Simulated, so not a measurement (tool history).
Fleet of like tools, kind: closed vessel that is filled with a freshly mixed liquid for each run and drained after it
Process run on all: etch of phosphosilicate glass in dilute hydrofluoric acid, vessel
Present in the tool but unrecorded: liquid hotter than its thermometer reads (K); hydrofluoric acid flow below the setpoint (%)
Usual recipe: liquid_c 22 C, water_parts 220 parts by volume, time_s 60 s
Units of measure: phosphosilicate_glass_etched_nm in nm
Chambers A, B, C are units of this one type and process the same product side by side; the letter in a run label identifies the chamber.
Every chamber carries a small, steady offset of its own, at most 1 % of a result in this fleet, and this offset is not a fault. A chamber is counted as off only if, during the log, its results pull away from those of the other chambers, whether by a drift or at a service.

run    day  liquid_c  water_parts  time_s  hours since the thermometer was replaced  hours since the hydrofluoric acid flow meter was replaced  read-back film thickness of the phosphosilicate glass reference wafer, read on the same gauge (nm)  phosphosilicate_glass_etched_nm
 1A  0.225        22          220      60                                      39.3                                                     1787.2                                                                                              70.008                            32.66
 2C  0.508        22          220      60                                     564.1                                                      475.9                                                                                              70.017                           33.468
 3B    0.8        22          220      60                                     268.5                                                      190.2                                                                                              70.005                           33.286
 4B   1.05        22          220      60                                     274.5                                                      196.2                                                                                              69.972                           33.036
 5C  1.342        25          140      60                                     584.1                                                      495.9                                                                                              69.999                           63.029
 6A  1.496        25          140      60                                      69.8                                                     1817.7                                                                                              69.987                           62.504
 7B  1.696        25          140      60                                       290                                                      211.7                                                                                              70.002                            64.01
 8C  1.921        22          220      60                                       598                                                      509.8                                                                                              69.999                           32.573
 9A  2.171        22          220      60                                        86                                                     1833.9                                                                                              70.002                            33.07
10A  2.388        22          220      60                                      91.2                                                     1839.1                                                                                              69.991                           32.789
11B  2.625        22          220      60                                     312.3                                                        234                                                                                              69.976                           32.825
12C   2.85        22          220      60                                     620.3                                                      532.1                                                                                              70.007                           31.943
13A  3.112        22          220      60                                     108.6                                                     1856.5                                                                                              70.006                           32.714
14B  3.333        22          220      60                                     329.3                                                        251                                                                                              70.011                           33.588
15C  3.579        22          220      60                                     637.8                                                      549.6                                                                                              69.996                           31.313
16A  3.738        22          220      60                                     123.6                                                     1871.5                                                                                                  70                           32.306
17B  3.892        22          220      60                                     342.7                                                      264.4                                                                                              70.006                           32.924
18C  4.188        22          220      60                                     652.4                                                      564.2                                                                                              70.001                           30.845
19B  4.454        22          220      60                                     356.2                                                      277.9                                                                                              70.014                           33.187
20A   4.75        22          220      60                                     147.9                                                     1895.8                                                                                              69.988                           32.815
21C  4.996        22          220      60                                     671.8                                                      583.6                                                                                              69.997                           30.419
22C  5.258        22          220      60                                     678.1                                                      589.9                                                                                              70.008                           30.246
23A  5.458      26.5          220      90                                     164.9                                                     1912.8                                                                                              69.989                           57.781
24B  5.646      26.5          220      90                                     384.8                                                      306.5                                                                                              70.004                             57.9
25A  5.892      26.5          220      90                                     175.3                                                     1923.2                                                                                              70.002                            57.88
26B  6.108        22          220      60                                     395.9                                                      317.6                                                                                              70.001                           32.979
27C  6.258        22          220      60                                     702.1                                                      613.9                                                                                               70.01                           29.105
28B  6.483        22          220      60                                     404.9                                                      326.6                                                                                              70.014                           33.107

Is one chamber off against the others, does the gauge drift, or is nothing wrong? If a chamber is off, say which, and what the likeliest cause is.

Little by little, chamber C moves away from the other chambers.
Likeliest cause: hydrofluoric acid flow below the setpoint (%) = 10.6.

Here are 4 candidates for chamber C's next run, each the usual settings with a change, their results left as question marks. Which one brings its results back in line with what the others give on the usual settings?
To be in line, a result may differ from the other chambers' mean on the usual settings by at most: phosphosilicate_glass_etched_nm 1.1 nm
29C-1  6.7        22          230      60                                                                                                                                                                                                                                         ?
29C-2  6.7        22          210      60                                                                                                                                                                                                                                         ?
29C-3  6.7      21.5          240      60                                                                                                                                                                                                                                         ?
29C-4  6.7        22          210      65                                                                                                                                                                                                                                         ?

What the other chambers average on the usual settings: phosphosilicate_glass_etched_nm 33 nm
  run  phosphosilicate_glass_etched_nm
29C-1                           27.326
29C-2                           30.591
29C-3                            25.43
29C-4                            33.14
The right change is 29C-4: it brings the chamber back within the allowed miss of the others.
